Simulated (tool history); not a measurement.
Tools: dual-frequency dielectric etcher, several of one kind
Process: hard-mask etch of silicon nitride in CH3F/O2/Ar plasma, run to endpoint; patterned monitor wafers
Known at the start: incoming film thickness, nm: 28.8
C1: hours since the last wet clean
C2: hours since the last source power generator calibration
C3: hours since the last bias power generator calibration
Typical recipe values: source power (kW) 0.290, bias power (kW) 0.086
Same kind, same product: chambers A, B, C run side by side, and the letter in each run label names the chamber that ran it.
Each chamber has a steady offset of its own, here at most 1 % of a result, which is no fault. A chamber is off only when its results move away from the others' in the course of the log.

{"run": "1C", "hour": 13.4, "source power (kW)": 0.29, "bias power (kW)": 0.086, "C1": 171.6, "C2": 177.5, "C3": 3791.6, "endpoint time (s)": 44.499}
{"run": "2B", "hour": 22.8, "source power (kW)": 0.29, "bias power (kW)": 0.086, "C1": 147.0, "C2": 2280.5, "C3": 3645.6, "endpoint time (s)": 43.948}
{"run": "3A", "hour": 34.0, "source power (kW)": 0.29, "bias power (kW)": 0.086, "C1": 192.2, "C2": 1595.9, "C3": 1611.1, "endpoint time (s)": 43.724}
{"run": "4A", "hour": 44.2, "source power (kW)": 0.29, "bias power (kW)": 0.086, "C1": 202.4, "C2": 1606.1, "C3": 1621.3, "endpoint time (s)": 43.489}
{"run": "5C", "hour": 56.7, "source power (kW)": 0.29, "bias power (kW)": 0.074, "C1": 214.9, "C2": 220.8, "C3": 3834.9, "endpoint time (s)": 46.941}
{"run": "6B", "hour": 70.4, "source power (kW)": 0.29, "bias power (kW)": 0.074, "C1": 194.6, "C2": 2328.1, "C3": 3693.2, "endpoint time (s)": 47.118}
{"run": "7A", "hour": 79.5, "source power (kW)": 0.29, "bias power (kW)": 0.074, "C1": 237.7, "C2": 1641.4, "C3": 1656.6, "endpoint time (s)": 45.585}
{"run": "8C", "hour": 90.5, "source power (kW)": 0.29, "bias power (kW)": 0.086, "C1": 248.7, "C2": 254.6, "C3": 3868.7, "endpoint time (s)": 44.349}
{"run": "9B", "hour": 99.3, "source power (kW)": 0.29, "bias power (kW)": 0.086, "C1": 223.5, "C2": 2357.0, "C3": 3722.1, "endpoint time (s)": 43.674}
{"run": "10A", "hour": 110.3, "source power (kW)": 0.29, "bias power (kW)": 0.086, "C1": 268.5, "C2": 1672.2, "C3": 1687.4, "endpoint time (s)": 43.56}
{"run": "11C", "hour": 119.7, "source power (kW)": 0.29, "bias power (kW)": 0.086, "C1": 277.9, "C2": 283.8, "C3": 3897.9, "endpoint time (s)": 44.426}
{"run": "12B", "hour": 130.2, "source power (kW)": 0.29, "bias power (kW)": 0.098, "C1": 254.4, "C2": 2387.9, "C3": 3753.0, "endpoint time (s)": 42.073}
{"run": "13C", "hour": 139.0, "source power (kW)": 0.29, "bias power (kW)": 0.098, "C1": 297.2, "C2": 303.1, "C3": 3917.2, "endpoint time (s)": 41.87}
{"run": "14A", "hour": 153.3, "source power (kW)": 0.29, "bias power (kW)": 0.098, "C1": 311.5, "C2": 1715.2, "C3": 1730.4, "endpoint time (s)": 41.787}
{"run": "15B", "hour": 162.9, "source power (kW)": 0.29, "bias power (kW)": 0.086, "C1": 287.1, "C2": 2420.6, "C3": 3785.7, "endpoint time (s)": 43.797}
{"run": "16B", "hour": 172.5, "source power (kW)": 0.35, "bias power (kW)": 0.078, "C1": 296.7, "C2": 2430.2, "C3": 3795.3, "endpoint time (s)": 42.475}
{"run": "17C", "hour": 185.9, "source power (kW)": 0.35, "bias power (kW)": 0.078, "C1": 344.1, "C2": 350.0, "C3": 3964.1, "endpoint time (s)": 42.921}
{"run": "18A", "hour": 196.7, "source power (kW)": 0.35, "bias power (kW)": 0.078, "C1": 354.9, "C2": 1758.6, "C3": 1773.8, "endpoint time (s)": 41.837}
{"run": "19C", "hour": 211.1, "source power (kW)": 0.29, "bias power (kW)": 0.086, "C1": 369.3, "C2": 375.2, "C3": 3989.3, "endpoint time (s)": 43.36}
{"hour": 218.4, "done": "chamber C: bias power generator calibrated"}
{"run": "20A", "hour": 225.7, "source power (kW)": 0.29, "bias power (kW)": 0.086, "C1": 383.9, "C2": 1787.6, "C3": 1802.8, "endpoint time (s)": 43.352}
{"run": "21B", "hour": 238.9, "source power (kW)": 0.29, "bias power (kW)": 0.086, "C1": 363.1, "C2": 2496.6, "C3": 3861.7, "endpoint time (s)": 44.126}
{"run": "22B", "hour": 253.0, "source power (kW)": 0.29, "bias power (kW)": 0.086, "C1": 377.2, "C2": 2510.7, "C3": 3875.8, "endpoint time (s)": 44.034}
{"hour": 256.4, "done": "chamber B: source power generator calibrated"}
{"run": "23A", "hour": 265.3, "source power (kW)": 0.29, "bias power (kW)": 0.086, "C1": 423.5, "C2": 1827.2, "C3": 1842.4, "endpoint time (s)": 43.509}
{"hour": 271.8, "done": "chamber C: wet clean of the chamber"}
{"run": "24C", "hour": 272.8, "source power (kW)": 0.29, "bias power (kW)": 0.086, "C1": 1.0, "C2": 436.9, "C3": 54.4, "endpoint time (s)": 43.999}
{"run": "25B", "hour": 284.5, "source power (kW)": 0.29, "bias power (kW)": 0.086, "C1": 408.7, "C2": 28.1, "C3": 3907.3, "endpoint time (s)": 43.694}
{"run": "26C", "hour": 296.3, "source power (kW)": 0.35, "bias power (kW)": 0.069, "C1": 24.5, "C2": 460.4, "C3": 77.9, "endpoint time (s)": 44.606}
{"hour": 300.5, "done": "chamber B: bias power generator calibrated"}
{"run": "27A", "hour": 304.9, "source power (kW)": 0.35, "bias power (kW)": 0.069, "C1": 463.1, "C2": 1866.8, "C3": 1882.0, "endpoint time (s)": 43.002}
{"run": "28C", "hour": 317.8, "source power (kW)": 0.35, "bias power (kW)": 0.069, "C1": 46.0, "C2": 481.9, "C3": 99.4, "endpoint time (s)": 43.945}
{"run": "29A", "hour": 328.8, "source power (kW)": 0.29, "bias power (kW)": 0.086, "C1": 487.0, "C2": 1890.7, "C3": 1905.9, "endpoint time (s)": 43.454}
{"run": "30B", "hour": 338.1, "source power (kW)": 0.23, "bias power (kW)": 0.107, "C1": 462.3, "C2": 81.7, "C3": 37.6, "endpoint time (s)": 44.4}
{"run": "31A", "hour": 344.6, "source power (kW)": 0.23, "bias power (kW)": 0.107, "C1": 502.8, "C2": 1906.5, "C3": 1921.7, "endpoint time (s)": 42.792}
{"run": "32C", "hour": 357.6, "source power (kW)": 0.23, "bias power (kW)": 0.107, "C1": 85.8, "C2": 521.7, "C3": 139.2, "endpoint time (s)": 44.9}
{"run": "33B", "hour": 370.3, "source power (kW)": 0.29, "bias power (kW)": 0.086, "C1": 494.5, "C2": 113.9, "C3": 69.8, "endpoint time (s)": 44.268}
{"run": "34C", "hour": 384.7, "source power (kW)": 0.29, "bias power (kW)": 0.086, "C1": 112.9, "C2": 548.8, "C3": 166.3, "endpoint time (s)": 44.044}
{"run": "35A", "hour": 395.3, "source power (kW)": 0.29, "bias power (kW)": 0.086, "C1": 553.5, "C2": 1957.2, "C3": 1972.4, "endpoint time (s)": 42.253}
{"run": "36B", "hour": 406.6, "source power (kW)": 0.29, "bias power (kW)": 0.086, "C1": 530.8, "C2": 150.2, "C3": 106.1, "endpoint time (s)": 44.048}
{"run": "37C", "hour": 415.7, "source power (kW)": 0.29, "bias power (kW)": 0.086, "C1": 143.9, "C2": 579.8, "C3": 197.3, "endpoint time (s)": 44.256}
{"run": "38B", "hour": 429.4, "source power (kW)": 0.29, "bias power (kW)": 0.086, "C1": 553.6, "C2": 173.0, "C3": 128.9, "endpoint time (s)": 44.445}
{"run": "39A", "hour": 436.4, "source power (kW)": 0.29, "bias power (kW)": 0.086, "C1": 594.6, "C2": 1998.3, "C3": 2013.5, "endpoint time (s)": 42.668}
{"run": "40A", "hour": 450.4, "source power (kW)": 0.33, "bias power (kW)": 0.086, "C1": 608.6, "C2": 2012.3, "C3": 2027.5, "endpoint time (s)": 40.591}
{"run": "41C", "hour": 460.1, "source power (kW)": 0.33, "bias power (kW)": 0.086, "C1": 188.3, "C2": 624.2, "C3": 241.7, "endpoint time (s)": 42.145}
{"run": "42B", "hour": 468.1, "source power (kW)": 0.33, "bias power (kW)": 0.086, "C1": 592.3, "C2": 211.7, "C3": 167.6, "endpoint time (s)": 41.902}
{"run": "43A", "hour": 479.4, "source power (kW)": 0.29, "bias power (kW)": 0.086, "C1": 637.6, "C2": 2041.3, "C3": 2056.5, "endpoint time (s)": 42.128}
{"run": "44B", "hour": 493.0, "source power (kW)": 0.29, "bias power (kW)": 0.086, "C1": 617.2, "C2": 236.6, "C3": 192.5, "endpoint time (s)": 43.748}

What goes on in this fleet: one chamber off, a drifting gauge, or nothing beyond the chambers' own small offsets? Name the chamber and the cause, if any.

It is chamber A that slowly wanders off from its peers.
Likeliest cause: etch rate over this chamber's usual, % = 3.93.

Chamber A could run next with any of the 4 candidate recipes listed below; each alters the usual settings, and their results appear as question marks. Which one brings its results back in line with what the other chambers deliver on the usual settings?
In-line tolerance around the mean of the other chambers on the usual settings: endpoint time (s) 1.000
{"run": "45A-1", "hour": 503.6, "source power (kW)": 0.29, "bias power (kW)": 0.075, "endpoint time (s)": "?"}
{"run": "45A-2", "hour": 503.6, "source power (kW)": 0.29, "bias power (kW)": 0.097, "endpoint time (s)": "?"}
{"run": "45A-3", "hour": 503.6, "source power (kW)": 0.29, "bias power (kW)": 0.067, "endpoint time (s)": "?"}
{"run": "45A-4", "hour": 503.6, "source power (kW)": 0.33, "bias power (kW)": 0.099, "endpoint time (s)": "?"}

On the usual settings, the other chambers give on average: endpoint time (s) 44.063
run=45A-1 endpoint_time_(s)=44.367
run=45A-2 endpoint_time_(s)=40.387
run=45A-3 endpoint_time_(s)=46.169
run=45A-4 endpoint_time_(s)=38.234
With 45A-1, the chamber falls back in line with the rest.
